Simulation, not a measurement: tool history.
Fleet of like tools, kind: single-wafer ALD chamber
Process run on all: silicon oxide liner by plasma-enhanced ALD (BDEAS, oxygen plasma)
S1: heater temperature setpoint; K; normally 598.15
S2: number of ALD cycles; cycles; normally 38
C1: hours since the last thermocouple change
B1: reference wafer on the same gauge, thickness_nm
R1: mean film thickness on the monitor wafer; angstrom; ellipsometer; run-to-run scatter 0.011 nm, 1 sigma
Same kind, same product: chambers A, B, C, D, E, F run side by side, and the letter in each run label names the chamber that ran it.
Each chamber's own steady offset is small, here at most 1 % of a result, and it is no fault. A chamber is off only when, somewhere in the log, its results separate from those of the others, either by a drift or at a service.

{"run": "1D", "day": 0.142, "S1": 598.15, "S2": 38, "C1": 1574.5, "B1": 3.0086, "R1": 34.254}
{"run": "2C", "day": 0.221, "S1": 598.15, "S2": 38, "C1": 2534.2, "B1": 3.0121, "R1": 33.801}
{"run": "3A", "day": 0.35, "S1": 598.15, "S2": 38, "C1": 349.0, "B1": 3.0106, "R1": 34.062}
{"run": "4E", "day": 0.521, "S1": 598.15, "S2": 38, "C1": 1064.3, "B1": 3.0103, "R1": 34.283}
{"run": "5F", "day": 0.679, "S1": 598.15, "S2": 38, "C1": 1675.1, "B1": 3.0109, "R1": 33.929}
{"run": "6B", "day": 0.854, "S1": 612.15, "S2": 43, "C1": 1903.5, "B1": 3.0099, "R1": 37.442}
{"run": "7E", "day": 0.95, "S1": 612.15, "S2": 43, "C1": 1074.6, "B1": 3.0095, "R1": 38.068}
{"run": "8D", "day": 1.046, "S1": 612.15, "S2": 43, "C1": 1596.2, "B1": 3.0099, "R1": 37.86}
{"run": "9B", "day": 1.179, "S1": 612.15, "S2": 43, "C1": 1911.3, "B1": 3.012, "R1": 37.546}
{"run": "10C", "day": 1.354, "S1": 612.15, "S2": 43, "C1": 2561.4, "B1": 3.0077, "R1": 37.384}
{"run": "11F", "day": 1.492, "S1": 612.15, "S2": 43, "C1": 1694.6, "B1": 3.0075, "R1": 37.88}
{"run": "12A", "day": 1.592, "S1": 598.15, "S2": 38, "C1": 378.8, "B1": 3.0098, "R1": 34.295}
{"run": "13C", "day": 1.696, "S1": 598.15, "S2": 38, "C1": 2569.6, "B1": 3.0095, "R1": 33.965}
{"run": "14F", "day": 1.833, "S1": 598.15, "S2": 38, "C1": 1702.8, "B1": 3.0112, "R1": 33.94}
{"run": "15E", "day": 1.979, "S1": 598.15, "S2": 38, "C1": 1099.3, "B1": 3.0111, "R1": 34.369}
{"run": "16A", "day": 2.1, "S1": 598.15, "S2": 38, "C1": 391.0, "B1": 3.0062, "R1": 33.976}
{"run": "17D", "day": 2.196, "S1": 598.15, "S2": 38, "C1": 1623.8, "B1": 3.0092, "R1": 34.119}
{"run": "18B", "day": 2.333, "S1": 598.15, "S2": 38, "C1": 1939.0, "B1": 3.0109, "R1": 33.89}
{"run": "19C", "day": 2.496, "S1": 598.15, "S2": 38, "C1": 2588.8, "B1": 3.0102, "R1": 33.875}
{"run": "20D", "day": 2.617, "S1": 598.15, "S2": 38, "C1": 1633.9, "B1": 3.0086, "R1": 33.97}
{"run": "21A", "day": 2.788, "S1": 598.15, "S2": 38, "C1": 407.5, "B1": 3.0107, "R1": 34.154}
{"run": "22F", "day": 2.979, "S1": 598.15, "S2": 38, "C1": 1730.3, "B1": 3.011, "R1": 33.994}
{"run": "23B", "day": 3.138, "S1": 598.15, "S2": 38, "C1": 1958.3, "B1": 3.0101, "R1": 33.795}
{"run": "24E", "day": 3.279, "S1": 598.15, "S2": 38, "C1": 1130.5, "B1": 3.0106, "R1": 34.412}
{"run": "25D", "day": 3.462, "S1": 598.15, "S2": 38, "C1": 1654.2, "B1": 3.0125, "R1": 34.143}
{"run": "26F", "day": 3.646, "S1": 598.15, "S2": 38, "C1": 1746.3, "B1": 3.0093, "R1": 33.808}
{"run": "27E", "day": 3.754, "S1": 598.15, "S2": 38, "C1": 1141.9, "B1": 3.0133, "R1": 34.201}
{"run": "28C", "day": 3.912, "S1": 611.15, "S2": 35, "C1": 2622.8, "B1": 3.0118, "R1": 30.627}
{"run": "29B", "day": 4.0, "S1": 611.15, "S2": 35, "C1": 1979.0, "B1": 3.0085, "R1": 30.772}
{"run": "30A", "day": 4.096, "S1": 611.15, "S2": 35, "C1": 438.9, "B1": 3.0102, "R1": 30.927}
{"run": "31C", "day": 4.217, "S1": 611.15, "S2": 35, "C1": 2630.1, "B1": 3.0101, "R1": 30.56}
{"run": "32E", "day": 4.3, "S1": 611.15, "S2": 35, "C1": 1155.0, "B1": 3.0097, "R1": 31.127}
{"run": "33D", "day": 4.396, "S1": 611.15, "S2": 35, "C1": 1676.6, "B1": 3.0117, "R1": 30.981}
{"run": "34A", "day": 4.579, "S1": 598.15, "S2": 38, "C1": 450.5, "B1": 3.0071, "R1": 34.071}
{"run": "35F", "day": 4.708, "S1": 585.15, "S2": 38, "C1": 1771.8, "B1": 3.0086, "R1": 34.496}
{"run": "36B", "day": 4.85, "S1": 585.15, "S2": 38, "C1": 1999.4, "B1": 3.0126, "R1": 34.718}
{"run": "37D", "day": 4.962, "S1": 585.15, "S2": 38, "C1": 1690.2, "B1": 3.0106, "R1": 34.857}
{"run": "38A", "day": 5.1, "S1": 585.15, "S2": 38, "C1": 463.0, "B1": 3.008, "R1": 34.84}
{"run": "39C", "day": 5.188, "S1": 585.15, "S2": 38, "C1": 2653.4, "B1": 3.0071, "R1": 34.67}
{"run": "40B", "day": 5.342, "S1": 585.15, "S2": 38, "C1": 2011.2, "B1": 3.0102, "R1": 34.758}
{"run": "41E", "day": 5.433, "S1": 598.15, "S2": 38, "C1": 1182.2, "B1": 3.0103, "R1": 34.037}
{"run": "42F", "day": 5.546, "S1": 598.15, "S2": 38, "C1": 1791.9, "B1": 3.0117, "R1": 33.934}
{"run": "43E", "day": 5.65, "S1": 612.15, "S2": 41, "C1": 1187.4, "B1": 3.0091, "R1": 36.051}

All chambers now run identical settings, listed one chamber a line with results as question marks. What results will each chamber show?
{"run": "44A", "day": 5.783, "S1": 598.15, "S2": 38, "R1": "?"}
{"run": "44B", "day": 5.783, "S1": 598.15, "S2": 38, "R1": "?"}
{"run": "44C", "day": 5.783, "S1": 598.15, "S2": 38, "R1": "?"}
{"run": "44D", "day": 5.783, "S1": 598.15, "S2": 38, "R1": "?"}
{"run": "44E", "day": 5.783, "S1": 598.15, "S2": 38, "R1": "?"}
{"run": "44F", "day": 5.783, "S1": 598.15, "S2": 38, "R1": "?"}

run=44A R1=34.126
run=44B R1=33.915
run=44C R1=33.831
run=44D R1=34.247
run=44E R1=34.112
run=44F R1=34.249
